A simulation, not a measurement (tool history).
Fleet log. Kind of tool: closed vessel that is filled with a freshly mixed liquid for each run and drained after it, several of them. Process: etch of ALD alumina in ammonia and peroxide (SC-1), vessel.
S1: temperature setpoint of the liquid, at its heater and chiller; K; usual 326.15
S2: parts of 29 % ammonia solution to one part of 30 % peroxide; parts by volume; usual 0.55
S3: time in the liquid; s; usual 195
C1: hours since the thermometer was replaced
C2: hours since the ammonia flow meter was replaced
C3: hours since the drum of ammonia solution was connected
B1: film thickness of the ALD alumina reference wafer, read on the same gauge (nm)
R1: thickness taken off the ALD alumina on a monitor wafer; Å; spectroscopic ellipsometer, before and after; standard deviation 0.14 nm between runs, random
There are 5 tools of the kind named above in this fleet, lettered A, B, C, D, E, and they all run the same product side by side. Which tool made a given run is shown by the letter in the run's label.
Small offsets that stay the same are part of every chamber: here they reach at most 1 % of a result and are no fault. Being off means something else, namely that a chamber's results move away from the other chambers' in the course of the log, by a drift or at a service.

run	hour	S1	S2	S3	C1	C2	C3	B1	R1
# hour 4.8: chamber A: new drum of ammonia solution connected
# hour 5.8: chamber D: thermometer replaced
1E	15.6	326.15	0.55	195	1112.4	1392.4	404.9	130.06	181.570
2C	27.1	326.15	0.55	195	535.2	811.1	683.9	129.98	182.330
# hour 34.0: chamber D: new drum of ammonia solution connected
3A	37.0	326.15	0.55	195	274.7	1194.5	32.3	129.95	179.500
4D	47.7	326.15	0.55	195	42.0	819.0	13.7	129.96	182.220
5B	61.6	326.15	0.55	195	260.5	247.4	76.3	130.01	182.110
6B	72.0	326.15	0.55	195	270.9	257.8	86.7	130.01	179.570
7C	84.7	326.15	0.55	195	592.8	868.7	741.5	130.00	179.170
8D	94.0	326.15	0.55	195	88.3	865.3	60.0	130.05	182.370
9E	104.8	326.15	0.55	195	1201.6	1481.6	494.1	129.98	181.430
10A	113.3	326.15	0.55	195	351.0	1270.8	108.6	129.99	179.970
11E	129.2	326.15	0.55	195	1226.0	1506.0	518.5	130.03	183.660
12C	142.8	326.15	0.55	195	650.9	926.8	799.6	129.99	178.710
13B	153.1	326.15	0.55	195	352.0	338.9	167.8	130.05	181.740
14D	160.2	322.65	0.55	125	154.5	931.5	126.2	130.01	96.272
15A	172.1	322.65	0.55	125	409.8	1329.6	167.4	130.00	96.417
# hour 175.3: chamber C: new drum of ammonia solution connected
16B	186.5	322.65	0.55	125	385.4	372.3	201.2	129.99	95.982
17D	193.6	322.65	0.55	125	187.9	964.9	159.6	130.00	95.937
18A	202.1	322.65	0.55	125	439.8	1359.6	197.4	130.02	96.229
19C	214.2	326.15	0.55	195	722.3	998.2	38.9	130.02	174.990
20E	226.5	326.15	0.45	195	1323.3	1603.3	615.8	129.99	176.260
21D	239.1	326.15	0.45	195	233.4	1010.4	205.1	129.98	179.540
22C	254.5	326.15	0.45	195	762.6	1038.5	79.2	130.03	170.070
23A	268.9	326.15	0.45	195	506.6	1426.4	264.2	130.00	175.900
24E	281.5	326.15	0.45	195	1378.3	1658.3	670.8	130.01	177.470
25B	294.0	326.15	0.55	195	492.9	479.8	308.7	129.98	181.080
26D	306.6	326.15	0.55	195	300.9	1077.9	272.6	129.97	179.940
27B	320.7	326.15	0.55	195	519.6	506.5	335.4	130.01	181.540
28C	335.2	326.15	0.55	195	843.3	1119.2	159.9	129.98	170.420
29A	348.0	326.15	0.55	195	585.7	1505.5	343.3	129.97	178.520
30E	364.1	326.15	0.55	195	1460.9	1740.9	753.4	129.94	183.530
31A	380.3	326.15	0.55	195	618.0	1537.8	375.6	129.99	177.710
32D	394.0	326.15	0.75	145	388.3	1165.3	360.0	129.99	138.040
33C	408.4	326.15	0.75	145	916.5	1192.4	233.1	130.03	130.560
34B	423.0	326.15	0.75	145	621.9	608.8	437.7	130.06	139.860
35E	434.8	326.15	0.75	145	1531.6	1811.6	824.1	130.06	140.700
36A	442.4	326.15	0.75	145	680.1	1599.9	437.7	130.00	139.890
# hour 451.7: chamber B: new drum of ammonia solution connected
37E	455.0	326.15	0.55	195	1551.8	1831.8	844.3	130.01	183.170
38C	466.8	326.15	0.55	195	974.9	1250.8	291.5	130.00	170.310
# hour 467.8: chamber A: new drum of ammonia solution connected
39D	478.7	326.15	0.55	195	473.0	1250.0	444.7	130.00	177.830
40B	492.4	326.15	0.55	195	691.3	678.2	40.8	130.03	179.150
41A	506.3	326.15	0.55	195	744.0	1663.8	38.5	130.01	181.160
42D	517.9	326.15	0.55	195	512.2	1289.2	483.9	130.01	182.120
43E	528.4	321.15	0.55	195	1625.2	1905.2	917.7	129.98	139.050
44B	541.0	321.15	0.55	195	739.9	726.8	89.4	130.00	137.900

Read the log: is a single chamber off, either drifting away or since a service, is the gauge that measures every chamber drifting, or is nothing wrong beyond small per-chamber offsets? Name any odd chamber and what most likely caused it.

It is chamber C that slowly wanders off from its peers.
Likeliest cause: liquid colder than its thermometer reads (K) = 1.42.

Chamber C could run next with any of the 4 candidate recipes listed below; each alters the usual settings, and their results appear as question marks. Which one brings its results back in line with what the other chambers deliver on the usual settings?
In line means no further than this from the other chambers' mean on the usual settings: R1 4.900 Å
45C-1	552.7	326.65	0.55	205					?
45C-2	552.7	324.65	0.55	180					?
45C-3	552.7	325.65	0.55	185					?
45C-4	552.7	327.65	0.55	210					?

The mean the other chambers reach with the usual settings: R1 181.160 Å
run	R1
45C-1	180.240
45C-2	141.740
45C-3	153.960
45C-4	194.990
It is 45C-1 that realigns the chamber with its peers.

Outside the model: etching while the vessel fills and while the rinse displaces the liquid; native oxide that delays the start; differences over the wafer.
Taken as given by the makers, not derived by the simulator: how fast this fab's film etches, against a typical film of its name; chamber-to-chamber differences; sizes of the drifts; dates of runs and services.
